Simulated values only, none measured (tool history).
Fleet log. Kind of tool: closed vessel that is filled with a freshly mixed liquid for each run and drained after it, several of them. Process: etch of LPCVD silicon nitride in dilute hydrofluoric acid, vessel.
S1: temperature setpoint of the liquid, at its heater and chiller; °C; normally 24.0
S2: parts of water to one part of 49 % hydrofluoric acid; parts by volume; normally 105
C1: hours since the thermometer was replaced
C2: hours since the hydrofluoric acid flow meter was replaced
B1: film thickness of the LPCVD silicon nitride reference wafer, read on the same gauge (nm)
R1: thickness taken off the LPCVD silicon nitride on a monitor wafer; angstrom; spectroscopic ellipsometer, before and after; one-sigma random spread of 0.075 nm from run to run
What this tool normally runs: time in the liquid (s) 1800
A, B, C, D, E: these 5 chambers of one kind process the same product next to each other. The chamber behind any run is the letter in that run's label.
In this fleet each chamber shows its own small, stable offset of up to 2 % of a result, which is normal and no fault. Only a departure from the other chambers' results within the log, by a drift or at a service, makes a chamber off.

run 1D hour=5.2 | S1=24.0 S2=105 time_in_the_liquid_(s)=1800 | C1=935.3 C2=1410.3 | B1=40.028 | R1=79.100
run 2A hour=8.8 | S1=24.0 S2=105 time_in_the_liquid_(s)=1800 | C1=2281.7 C2=1153.2 | B1=40.013 | R1=78.406
run 3E hour=15.2 | S1=24.0 S2=105 time_in_the_liquid_(s)=1800 | C1=1301.8 C2=722.9 | B1=39.977 | R1=76.926
run 4B hour=20.3 | S1=24.0 S2=105 time_in_the_liquid_(s)=1800 | C1=638.9 C2=448.8 | B1=40.026 | R1=78.819
run 5C hour=27.4 | S1=24.0 S2=105 time_in_the_liquid_(s)=1800 | C1=533.8 C2=857.9 | B1=39.991 | R1=77.935
run 6B hour=34.5 | S1=24.0 S2=130 time_in_the_liquid_(s)=1800 | C1=653.1 C2=463.0 | B1=39.977 | R1=63.625
run 7A hour=40.4 | S1=24.0 S2=130 time_in_the_liquid_(s)=1800 | C1=2313.3 C2=1184.8 | B1=40.001 | R1=63.568
run 8C hour=44.3 | S1=24.0 S2=130 time_in_the_liquid_(s)=1800 | C1=550.7 C2=874.8 | B1=40.021 | R1=62.425
run 9D hour=50.2 | S1=24.0 S2=130 time_in_the_liquid_(s)=1800 | C1=980.3 C2=1455.3 | B1=39.949 | R1=63.582
run 10E hour=57.2 | S1=24.0 S2=130 time_in_the_liquid_(s)=1800 | C1=1343.8 C2=764.9 | B1=39.998 | R1=62.238
run 11E hour=61.2 | S1=24.0 S2=105 time_in_the_liquid_(s)=1800 | C1=1347.8 C2=768.9 | B1=39.986 | R1=77.482
run 12A hour=66.1 | S1=24.0 S2=105 time_in_the_liquid_(s)=1800 | C1=2339.0 C2=1210.5 | B1=39.992 | R1=78.908
run 13C hour=69.8 | S1=24.0 S2=105 time_in_the_liquid_(s)=1800 | C1=576.2 C2=900.3 | B1=40.022 | R1=77.496
run 14D hour=75.2 | S1=24.0 S2=105 time_in_the_liquid_(s)=1800 | C1=1005.3 C2=1480.3 | B1=39.993 | R1=79.203
run 15B hour=82.2 | S1=26.5 S2=105 time_in_the_liquid_(s)=1440 | C1=700.8 C2=510.7 | B1=39.979 | R1=73.323
run 16D hour=86.6 | S1=26.5 S2=105 time_in_the_liquid_(s)=1440 | C1=1016.7 C2=1491.7 | B1=40.015 | R1=73.819
run 17C hour=92.2 | S1=26.5 S2=105 time_in_the_liquid_(s)=1440 | C1=598.6 C2=922.7 | B1=40.021 | R1=72.350
run 18A hour=99.0 | S1=26.5 S2=105 time_in_the_liquid_(s)=1440 | C1=2371.9 C2=1243.4 | B1=39.996 | R1=75.121
run 19E hour=102.2 | S1=26.5 S2=105 time_in_the_liquid_(s)=1440 | C1=1388.8 C2=809.9 | B1=40.027 | R1=73.459
run 20B hour=106.5 | S1=24.0 S2=105 time_in_the_liquid_(s)=1800 | C1=725.1 C2=535.0 | B1=40.005 | R1=79.545
run 21A hour=109.8 | S1=24.0 S2=105 time_in_the_liquid_(s)=1800 | C1=2382.7 C2=1254.2 | B1=40.009 | R1=79.701
run 22E hour=117.0 | S1=24.0 S2=105 time_in_the_liquid_(s)=1800 | C1=1403.6 C2=824.7 | B1=40.035 | R1=78.301
run 23C hour=124.0 | S1=24.0 S2=105 time_in_the_liquid_(s)=1800 | C1=630.4 C2=954.5 | B1=39.986 | R1=75.629
run 24B hour=127.2 | S1=24.0 S2=105 time_in_the_liquid_(s)=1800 | C1=745.8 C2=555.7 | B1=40.001 | R1=80.404
run 25D hour=134.4 | S1=24.0 S2=105 time_in_the_liquid_(s)=1800 | C1=1064.5 C2=1539.5 | B1=39.988 | R1=79.969
run 26B hour=140.8 | S1=24.0 S2=105 time_in_the_liquid_(s)=1800 | C1=759.4 C2=569.3 | B1=39.966 | R1=79.523
run 27C hour=146.0 | S1=24.0 S2=105 time_in_the_liquid_(s)=1800 | C1=652.4 C2=976.5 | B1=39.991 | R1=75.554
run 28E hour=150.7 | S1=24.0 S2=105 time_in_the_liquid_(s)=1800 | C1=1437.3 C2=858.4 | B1=39.994 | R1=77.191
run 29A hour=155.2 | S1=24.0 S2=105 time_in_the_liquid_(s)=2525 | C1=2428.1 C2=1299.6 | B1=39.955 | R1=114.160
run 30D hour=159.2 | S1=24.0 S2=105 time_in_the_liquid_(s)=2525 | C1=1089.3 C2=1564.3 | B1=40.020 | R1=111.120
run 31D hour=163.7 | S1=24.0 S2=105 time_in_the_liquid_(s)=2525 | C1=1093.8 C2=1568.8 | B1=39.996 | R1=111.620
run 32C hour=169.1 | S1=24.0 S2=105 time_in_the_liquid_(s)=2525 | C1=675.5 C2=999.6 | B1=40.021 | R1=102.180
run 33B hour=172.6 | S1=24.0 S2=105 time_in_the_liquid_(s)=2525 | C1=791.2 C2=601.1 | B1=40.010 | R1=110.800
run 34A hour=179.8 | S1=24.0 S2=105 time_in_the_liquid_(s)=1800 | C1=2452.7 C2=1324.2 | B1=39.996 | R1=80.924
run 35E hour=185.5 | S1=24.0 S2=105 time_in_the_liquid_(s)=1800 | C1=1472.1 C2=893.2 | B1=40.046 | R1=77.679
run 36B hour=189.4 | S1=24.0 S2=105 time_in_the_liquid_(s)=1800 | C1=808.0 C2=617.9 | B1=40.021 | R1=78.156
run 37C hour=194.6 | S1=24.0 S2=105 time_in_the_liquid_(s)=1800 | C1=701.0 C2=1025.1 | B1=40.001 | R1=70.962
run 38A hour=201.4 | S1=24.0 S2=105 time_in_the_liquid_(s)=1800 | C1=2474.3 C2=1345.8 | B1=40.049 | R1=80.607
run 39E hour=207.5 | S1=24.0 S2=105 time_in_the_liquid_(s)=1800 | C1=1494.1 C2=915.2 | B1=40.040 | R1=77.714
run 40D hour=214.1 | S1=24.0 S2=105 time_in_the_liquid_(s)=1800 | C1=1144.2 C2=1619.2 | B1=40.007 | R1=79.746
run 41B hour=218.1 | S1=24.0 S2=105 time_in_the_liquid_(s)=1800 | C1=836.7 C2=646.6 | B1=40.008 | R1=78.836
run 42C hour=223.7 | S1=24.0 S2=105 time_in_the_liquid_(s)=1800 | C1=730.1 C2=1054.2 | B1=39.997 | R1=71.174
run 43A hour=227.4 | S1=24.0 S2=105 time_in_the_liquid_(s)=1800 | C1=2500.3 C2=1371.8 | B1=39.983 | R1=79.505
run 44E hour=233.4 | S1=24.0 S2=105 time_in_the_liquid_(s)=1800 | C1=1520.0 C2=941.1 | B1=39.978 | R1=77.573

Next, every chamber runs the same settings. What will each give?
run 45A hour=238.6 | S1=24.0 S2=105 time_in_the_liquid_(s)=1800 | R1=?
run 45B hour=238.6 | S1=24.0 S2=105 time_in_the_liquid_(s)=1800 | R1=?
run 45C hour=238.6 | S1=24.0 S2=105 time_in_the_liquid_(s)=1800 | R1=?
run 45D hour=238.6 | S1=24.0 S2=105 time_in_the_liquid_(s)=1800 | R1=?
run 45E hour=238.6 | S1=24.0 S2=105 time_in_the_liquid_(s)=1800 | R1=?

run=45A R1=81.313
run=45B R1=80.008
run=45C R1=68.813
run=45D R1=77.514
run=45E R1=77.732

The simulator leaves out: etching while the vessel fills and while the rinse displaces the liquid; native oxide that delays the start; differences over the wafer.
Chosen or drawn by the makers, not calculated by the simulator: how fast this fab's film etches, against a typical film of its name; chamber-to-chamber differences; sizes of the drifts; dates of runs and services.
